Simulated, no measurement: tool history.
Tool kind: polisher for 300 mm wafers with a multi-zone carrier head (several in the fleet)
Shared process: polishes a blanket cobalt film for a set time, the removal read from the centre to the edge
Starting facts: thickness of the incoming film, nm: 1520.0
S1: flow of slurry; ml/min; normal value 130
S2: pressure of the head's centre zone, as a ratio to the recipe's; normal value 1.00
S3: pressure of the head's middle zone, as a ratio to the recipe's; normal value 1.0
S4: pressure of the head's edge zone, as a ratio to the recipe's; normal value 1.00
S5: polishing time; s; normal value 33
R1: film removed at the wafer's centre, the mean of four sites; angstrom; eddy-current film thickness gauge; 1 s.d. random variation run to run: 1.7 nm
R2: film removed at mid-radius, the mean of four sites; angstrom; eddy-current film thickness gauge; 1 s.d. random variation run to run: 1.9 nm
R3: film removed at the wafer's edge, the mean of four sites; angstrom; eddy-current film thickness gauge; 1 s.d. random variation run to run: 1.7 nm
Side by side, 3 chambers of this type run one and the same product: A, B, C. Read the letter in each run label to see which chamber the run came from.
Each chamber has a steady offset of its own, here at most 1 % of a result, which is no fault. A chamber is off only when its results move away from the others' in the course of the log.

run,hour,S1,S2,S3,S4,S5,R1,R2,R3
# hour 1.9: chamber C: edge zone pressure recalibrated
1A,4.5,130,1.00,1.0,1.00,33,1329.2,1330.9,1342.1
2C,8.8,130,1.00,1.0,1.00,33,1335.9,1353.8,1323.6
3B,12.4,130,1.00,1.0,1.00,33,1363.5,1361.1,1332.6
# hour 16.7: chamber C: worn pad replaced by a new one
4A,17.1,130,1.00,1.0,1.00,33,1342.3,1341.4,1346.1
5C,20.6,130,1.00,1.0,1.00,33,1326.5,1365.5,1300.9
6B,25.8,130,1.00,1.0,1.00,33,1354.9,1319.7,1326.5
7B,29.3,130,1.00,1.0,1.00,33,1348.2,1330.0,1328.0
8C,34.0,130,1.00,1.0,1.00,33,1325.9,1318.0,1334.3
# hour 36.1: chamber A: worn pad replaced by a new one
9A,39.3,130,1.00,1.0,1.00,33,1385.0,1344.6,1345.2
# hour 42.8: chamber B: worn pad replaced by a new one
10A,44.7,130,1.00,1.0,1.00,33,1328.2,1323.2,1358.6
# hour 49.1: chamber A: centre zone pressure recalibrated
11C,49.3,130,1.00,1.0,1.00,33,1325.7,1331.5,1295.9
12B,54.1,130,1.00,1.0,1.00,33,1349.5,1287.6,1344.8
13C,57.8,130,1.00,1.0,1.00,33,1287.1,1296.4,1294.9
14A,61.2,130,1.00,1.0,1.00,33,1330.8,1340.1,1311.4
15B,66.4,130,1.00,1.0,1.00,33,1353.4,1368.5,1348.0
16C,71.4,130,1.00,1.0,1.00,33,1257.8,1268.2,1307.2
# hour 73.1: chamber A: edge zone pressure recalibrated
17A,73.7,130,1.00,1.0,1.00,33,1319.8,1337.7,1313.0
18B,77.7,130,1.00,1.0,1.00,33,1359.1,1368.5,1346.7
19C,80.9,130,1.00,1.0,1.00,33,1230.5,1258.2,1279.1
20B,85.0,130,0.93,0.9,1.00,33,1242.5,1221.8,1358.1
21A,90.1,130,0.93,0.9,1.00,33,1220.9,1206.0,1354.6
# hour 90.7: chamber A: worn pad replaced by a new one
22B,93.2,130,0.93,0.9,1.00,33,1253.4,1197.5,1369.9
23A,96.6,130,1.00,1.0,1.00,33,1315.8,1319.5,1363.5
24C,101.6,130,1.00,1.0,1.00,33,1145.7,1205.6,1216.0
25B,105.9,130,1.00,1.0,1.00,33,1349.3,1342.0,1344.5
26C,110.2,130,1.00,1.0,1.00,33,1119.1,1162.8,1204.6
27A,112.9,130,1.00,1.0,1.00,33,1357.3,1321.7,1311.1
28A,116.9,130,1.00,1.0,1.00,33,1332.0,1321.8,1318.3

Predict what each chamber gives when all 3 of them run the settings below next.
29A,120.7,130,1.00,1.0,0.93,33,?,?,?
29B,120.7,130,1.00,1.0,0.93,33,?,?,?
29C,120.7,130,1.00,1.0,0.93,33,?,?,?

run,R1,R2,R3
29A,1356.8,1309.8,1292.4
29B,1332.2,1325.3,1301.9
29C,1126.6,1136.6,1154.3
